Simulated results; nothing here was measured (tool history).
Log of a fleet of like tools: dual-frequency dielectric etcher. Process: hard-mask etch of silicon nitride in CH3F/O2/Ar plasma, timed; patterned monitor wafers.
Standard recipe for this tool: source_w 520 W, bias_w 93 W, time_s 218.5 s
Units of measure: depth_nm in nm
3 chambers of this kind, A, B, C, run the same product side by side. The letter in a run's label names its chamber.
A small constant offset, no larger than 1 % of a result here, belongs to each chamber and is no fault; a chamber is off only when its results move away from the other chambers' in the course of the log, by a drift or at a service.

run,hour,source_w,bias_w,time_s,"read-back reference wafer on the same gauge, depth_nm",depth_nm
1B,5.4,520,93,218.5,211.74,184.82
2A,9.6,520,93,218.5,212.09,185.32
# hour 9.9: chamber A: wet clean of the chamber
3C,18.5,520,93,218.5,212.00,183.93
4C,26.8,520,93,218.5,212.36,183.60
5B,34.5,520,93,218.5,211.87,185.41
6A,41.1,520,93,218.5,211.78,185.66
7A,46.3,520,93,218.5,211.87,185.35
8B,53.3,520,93,218.5,211.88,183.68
9C,61.0,480,93,154.5,211.75,126.75
10C,67.6,480,93,154.5,212.04,125.83
11B,72.8,480,93,154.5,211.93,126.75
12A,77.6,520,93,218.5,212.01,186.74
13A,83.7,520,93,218.5,212.21,186.37
14C,92.3,520,93,218.5,212.08,183.38
15B,96.5,520,93,218.5,211.99,187.26
16C,100.8,450,93,218.5,211.87,174.27
17B,107.2,450,93,218.5,212.06,175.33
18A,114.2,450,93,218.5,211.84,177.14
19B,118.9,520,93,218.5,212.00,183.59
20C,125.1,520,93,218.5,211.65,183.19
21A,130.3,520,93,218.5,212.17,185.59
22B,135.3,520,93,218.5,212.05,184.88
23C,141.6,520,93,218.5,211.84,185.85
24A,147.4,520,93,218.5,212.06,185.38
# hour 149.1: chamber C: bias power generator calibrated
25C,155.5,520,93,218.5,212.42,183.39
# hour 156.1: chamber C: wet clean of the chamber
26B,164.9,520,93,218.5,211.80,184.23
27A,171.5,590,85,218.5,212.01,188.89
28A,179.4,590,85,218.5,211.77,189.61
29C,186.8,590,85,218.5,212.38,187.07
30B,192.5,520,93,218.5,212.00,184.13
31A,198.6,520,93,218.5,212.03,186.58
32C,205.0,520,93,218.5,212.06,183.68
33B,212.5,520,93,218.5,212.06,184.47
34A,217.9,590,100,218.5,211.78,201.24

Is one chamber out of step, is the gauge drifting, or do the chambers differ by no more than their own small offsets? For an off chamber, give its letter and the likeliest cause.

Beyond each chamber's small constant offset nothing stands out, and the gauge stays steady.
